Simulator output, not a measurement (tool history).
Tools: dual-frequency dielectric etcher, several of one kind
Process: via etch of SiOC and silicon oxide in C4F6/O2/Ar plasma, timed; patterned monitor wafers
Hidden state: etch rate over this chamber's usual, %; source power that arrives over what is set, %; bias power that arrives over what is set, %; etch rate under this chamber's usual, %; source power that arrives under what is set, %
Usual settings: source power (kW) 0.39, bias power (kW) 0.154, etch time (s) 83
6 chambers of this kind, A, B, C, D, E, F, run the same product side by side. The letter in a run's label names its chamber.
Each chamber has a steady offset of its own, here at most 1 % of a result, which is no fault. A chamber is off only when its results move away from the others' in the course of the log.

run	hour	source power (kW)	bias power (kW)	etch time (s)	hours since the last wet clean	hours since the last source power generator calibration	hours since the last bias power generator calibration	read-back reference wafer on the same gauge, depth_nm	mean etch depth across the wafer (nm)
1A	12	0.39	0.154	83	229.9	3658.3	1069.7	70.926	88.509
2D	22.2	0.39	0.154	83	27.4	3149.3	3006.3	70.902	88.607
3F	29.7	0.39	0.154	83	101.8	340.3	483.1	70.906	89.063
4B	38.6	0.39	0.154	83	441.8	2743.8	2161.6	70.952	87.818
5E	52.4	0.39	0.154	83	250.4	4057	77.8	70.919	87.89
6C	60	0.39	0.132	61	227.6	965.4	3684.9	70.951	62.002
7F	74.2	0.39	0.132	61	146.3	384.8	527.6	70.933	63.043
8C	82.6	0.39	0.132	61	250.2	988	3707.5	70.933	62.417
9A	90.9	0.39	0.132	61	308.8	3737.2	1148.6	70.921	61.848
10B	104.5	0.39	0.132	61	507.7	2809.7	2227.5	70.949	61.867
11E	117.6	0.39	0.132	61	315.6	4122.2	143	70.893	61.757
12D	129.4	0.39	0.154	83	134.6	3256.5	3113.5	70.904	88.409
13E	142.1	0.39	0.154	83	340.1	4146.7	167.5	70.855	88
14C	156.9	0.33	0.154	83	324.5	1062.3	3781.8	70.922	83.103
15F	164.7	0.33	0.154	83	236.8	475.3	618.1	70.942	83.663
16D	177.2	0.33	0.154	83	182.4	3304.3	3161.3	70.908	82.589
17B	187.3	0.33	0.154	83	590.5	2892.5	2310.3	70.848	81.261
# hour 194.9: chamber C: wet clean of the chamber
18A	196.2	0.33	0.154	83	414.1	3842.5	1253.9	70.844	83.233
19D	209.4	0.33	0.154	83	214.6	3336.5	3193.5	70.871	82.972
20E	221	0.39	0.154	83	419	4225.6	246.4	70.888	88.335
21C	228.8	0.39	0.154	83	34	1134.2	3853.7	70.871	88.883
22A	241	0.39	0.154	83	458.9	3887.3	1298.7	70.9	88.208
23F	256	0.39	0.154	83	328.1	566.6	709.4	70.936	89.254
24B	265.8	0.39	0.154	83	669	2971	2388.8	70.927	86.373
25D	274.3	0.39	0.154	83	279.5	3401.4	3258.4	70.934	88.428
26F	285.7	0.39	0.154	83	357.8	596.3	739.1	70.896	88.853
# hour 290: chamber E: wet clean of the chamber
27E	296.7	0.39	0.154	83	6.8	4301.3	322.1	70.9	88.258
28B	306.3	0.39	0.154	83	709.5	3011.5	2429.3	70.89	86.361
29C	314.6	0.39	0.154	83	119.8	1220	3939.5	70.924	88.526
30A	330.5	0.39	0.154	83	548.4	3976.8	1388.2	70.903	88.741
# hour 333.9: chamber A: wet clean of the chamber
31F	343.2	0.39	0.154	83	415.3	653.8	796.6	70.864	89.187
# hour 351.9: chamber F: wet clean of the chamber
32A	355.2	0.39	0.154	83	21.3	4001.5	1412.9	70.9	88.855
33C	363.7	0.39	0.154	83	168.9	1269.1	3988.6	70.836	88.825
34B	377.8	0.39	0.154	83	781	3083	2500.8	70.877	85.56
35D	390.4	0.39	0.154	83	395.6	3517.5	3374.5	70.897	88.741
36E	401.4	0.48	0.154	83	111.5	4406	426.8	70.923	95.567
37F	416.7	0.48	0.154	83	64.8	727.3	870.1	70.904	96.906

What goes on in this fleet: one chamber off, a drifting gauge, or nothing beyond the chambers' own small offsets? Name the chamber and the cause, if any.

Chamber B drifts away from the others.
Cause: etch rate under this chamber's usual, % = 3.22.

Here are 4 candidates for chamber B's next run, each the usual settings with a change, their results left as question marks. Which one brings its results back in line with what the others give on the usual settings?
In line means no further than this from the other chambers' mean on the usual settings: mean etch depth across the wafer (nm) 0.97
38B-1	428.4	0.39	0.154	80					?
38B-2	428.4	0.39	0.163	83					?
38B-3	428.4	0.37	0.154	83					?
38B-4	428.4	0.43	0.154	83					?

The other chambers' mean on the usual settings: mean etch depth across the wafer (nm) 88.496
run	mean etch depth across the wafer (nm)
38B-1	82.003
38B-2	86.617
38B-3	83.324
38B-4	88.432
38B-4 brings the chamber back in line.

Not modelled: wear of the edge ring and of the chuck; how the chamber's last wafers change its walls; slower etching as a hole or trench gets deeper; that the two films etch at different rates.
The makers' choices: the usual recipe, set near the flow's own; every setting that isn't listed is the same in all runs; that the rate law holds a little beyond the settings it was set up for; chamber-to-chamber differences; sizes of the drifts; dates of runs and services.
